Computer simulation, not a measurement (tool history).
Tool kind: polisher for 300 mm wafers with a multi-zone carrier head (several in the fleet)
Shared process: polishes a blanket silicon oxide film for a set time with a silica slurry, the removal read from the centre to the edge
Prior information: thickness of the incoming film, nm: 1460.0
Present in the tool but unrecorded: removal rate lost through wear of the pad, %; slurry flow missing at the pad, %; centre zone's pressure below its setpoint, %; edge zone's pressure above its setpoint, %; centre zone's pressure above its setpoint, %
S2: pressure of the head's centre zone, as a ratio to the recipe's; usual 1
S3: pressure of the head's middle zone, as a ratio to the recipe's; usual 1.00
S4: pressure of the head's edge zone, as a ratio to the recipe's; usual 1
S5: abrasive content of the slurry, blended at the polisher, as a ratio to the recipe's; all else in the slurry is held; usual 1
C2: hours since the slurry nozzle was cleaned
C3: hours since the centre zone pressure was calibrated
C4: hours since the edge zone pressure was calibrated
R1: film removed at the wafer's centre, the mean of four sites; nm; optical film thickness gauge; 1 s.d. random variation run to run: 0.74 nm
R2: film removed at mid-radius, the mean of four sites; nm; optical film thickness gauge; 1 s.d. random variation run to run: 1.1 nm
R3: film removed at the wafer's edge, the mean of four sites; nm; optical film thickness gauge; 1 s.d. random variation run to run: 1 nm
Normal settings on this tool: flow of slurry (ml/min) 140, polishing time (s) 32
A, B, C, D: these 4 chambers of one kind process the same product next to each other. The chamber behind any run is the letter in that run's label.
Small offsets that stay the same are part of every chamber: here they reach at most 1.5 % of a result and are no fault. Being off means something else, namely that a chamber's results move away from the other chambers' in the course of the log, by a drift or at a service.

Run 1C, hour 8.4: usual settings; wafers polished on this pad 333; C2 47.0; C3 1012.0; C4 64.9. Result: R1 76.780 nm, R2 79.196 nm, R3 77.843 nm.
Run 2D, hour 14.4: usual settings; wafers polished on this pad 501; C2 117.9; C3 310.5; C4 481.9. Result: R1 77.581 nm, R2 77.555 nm, R3 76.973 nm.
At hour 18.4: chamber D: worn pad replaced by a new one.
Run 3B, hour 18.7: usual settings; wafers polished on this pad 951; C2 176.4; C3 191.6; C4 323.3. Result: R1 77.464 nm, R2 77.317 nm, R3 77.613 nm.
Run 4A, hour 23.7: usual settings; wafers polished on this pad 438; C2 93.8; C3 291.4; C4 209.0. Result: R1 78.657 nm, R2 79.134 nm, R3 78.776 nm.
Run 5C, hour 29.0: usual settings; wafers polished on this pad 498; C2 67.6; C3 1032.6; C4 85.5. Result: R1 78.290 nm, R2 77.463 nm, R3 77.021 nm.
Run 6B, hour 33.4: usual settings; wafers polished on this pad 1069; C2 191.1; C3 206.3; C4 338.0. Result: R1 77.444 nm, R2 77.404 nm, R3 77.772 nm.
Run 7D, hour 40.5: usual settings; wafers polished on this pad 177; C2 144.0; C3 336.6; C4 508.0. Result: R1 76.968 nm, R2 77.983 nm, R3 76.937 nm.
Run 8A, hour 44.5: usual settings; wafers polished on this pad 605; C2 114.6; C3 312.2; C4 229.8. Result: R1 79.609 nm, R2 78.239 nm, R3 78.723 nm.
Run 9D, hour 50.1: usual settings; wafers polished on this pad 254; C2 153.6; C3 346.2; C4 517.6. Result: R1 77.705 nm, R2 77.907 nm, R3 76.152 nm.
Run 10C, hour 55.1: usual settings; wafers polished on this pad 707; C2 93.7; C3 1058.7; C4 111.6. Result: R1 78.286 nm, R2 78.183 nm, R3 78.331 nm.
At hour 60.2: chamber B: worn pad replaced by a new one.
Run 11B, hour 60.8: usual settings; wafers polished on this pad 5; C2 218.5; C3 233.7; C4 365.4. Result: R1 76.845 nm, R2 78.610 nm, R3 77.792 nm.
Run 12A, hour 65.2: usual settings; wafers polished on this pad 771; C2 135.3; C3 332.9; C4 250.5. Result: R1 80.228 nm, R2 79.737 nm, R3 77.987 nm.
Run 13B, hour 71.0: usual settings but S3 0.89; wafers polished on this pad 87; C2 228.7; C3 243.9; C4 375.6. Result: R1 79.123 nm, R2 69.261 nm, R3 77.358 nm.
At hour 74.8: chamber C: worn pad replaced by a new one.
Run 14C, hour 76.7: usual settings but S3 0.89; wafers polished on this pad 15; C2 115.3; C3 1080.3; C4 133.2. Result: R1 78.747 nm, R2 68.956 nm, R3 78.417 nm.
At hour 78.9: chamber C: centre zone pressure recalibrated.
Run 15D, hour 83.2: usual settings but S3 0.89; wafers polished on this pad 520; C2 186.7; C3 379.3; C4 550.7. Result: R1 77.843 nm, R2 70.943 nm, R3 76.853 nm.
At hour 85.6: chamber D: worn pad replaced by a new one.
Run 16A, hour 87.2: usual settings but S3 0.89; wafers polished on this pad 947; C2 157.3; C3 354.9; C4 272.5. Result: R1 79.023 nm, R2 69.194 nm, R3 78.210 nm.
Run 17B, hour 93.6: usual settings; wafers polished on this pad 268; C2 251.3; C3 266.5; C4 398.2. Result: R1 77.882 nm, R2 78.586 nm, R3 76.912 nm.
Run 18C, hour 102.6: usual settings; wafers polished on this pad 223; C2 141.2; C3 23.8; C4 159.1. Result: R1 78.364 nm, R2 77.420 nm, R3 79.084 nm.
Run 19A, hour 110.4: usual settings; wafers polished on this pad 1134; C2 180.5; C3 378.1; C4 295.7. Result: R1 78.138 nm, R2 79.744 nm, R3 77.775 nm.
At hour 112.1: chamber A: slurry nozzle cleaned.
At hour 113.5: chamber D: slurry nozzle cleaned.
Run 20D, hour 117.5: usual settings; wafers polished on this pad 256; C2 4.0; C3 413.6; C4 585.0. Result: R1 76.927 nm, R2 79.315 nm, R3 77.063 nm.
Run 21A, hour 124.5: usual settings; wafers polished on this pad 1247; C2 12.4; C3 392.2; C4 309.8. Result: R1 78.415 nm, R2 78.924 nm, R3 77.781 nm.
At hour 127.2: chamber D: centre zone pressure recalibrated.
At hour 127.8: chamber B: slurry nozzle cleaned.
Run 22C, hour 129.9: usual settings; wafers polished on this pad 442; C2 168.5; C3 51.1; C4 186.4. Result: R1 78.054 nm, R2 78.212 nm, R3 77.897 nm.
Run 23D, hour 136.1: usual settings; wafers polished on this pad 405; C2 22.6; C3 9.0; C4 603.6. Result: R1 77.362 nm, R2 77.338 nm, R3 76.547 nm.
At hour 142.0: chamber A: worn pad replaced by a new one.
Run 24B, hour 144.6: usual settings; wafers polished on this pad 677; C2 16.9; C3 317.5; C4 449.2. Result: R1 77.193 nm, R2 78.571 nm, R3 78.926 nm.
Run 25A, hour 150.9: usual settings but flow of slurry (ml/min) 160, polishing time (s) 37; wafers polished on this pad 72; C2 38.8; C3 418.6; C4 336.2. Result: R1 92.952 nm, R2 91.062 nm, R3 92.913 nm.
Run 26C, hour 158.4: usual settings but flow of slurry (ml/min) 160, polishing time (s) 37; wafers polished on this pad 670; C2 197.0; C3 79.6; C4 214.9. Result: R1 93.070 nm, R2 92.594 nm, R3 92.364 nm.

Does one chamber stand apart from the rest, does the shared gauge drift, or is all well apart from small per-chamber offsets? Give the chamber and the most likely cause, where there is one.

The fleet is healthy, with each chamber sitting at its usual small offset and no drift in the gauge.
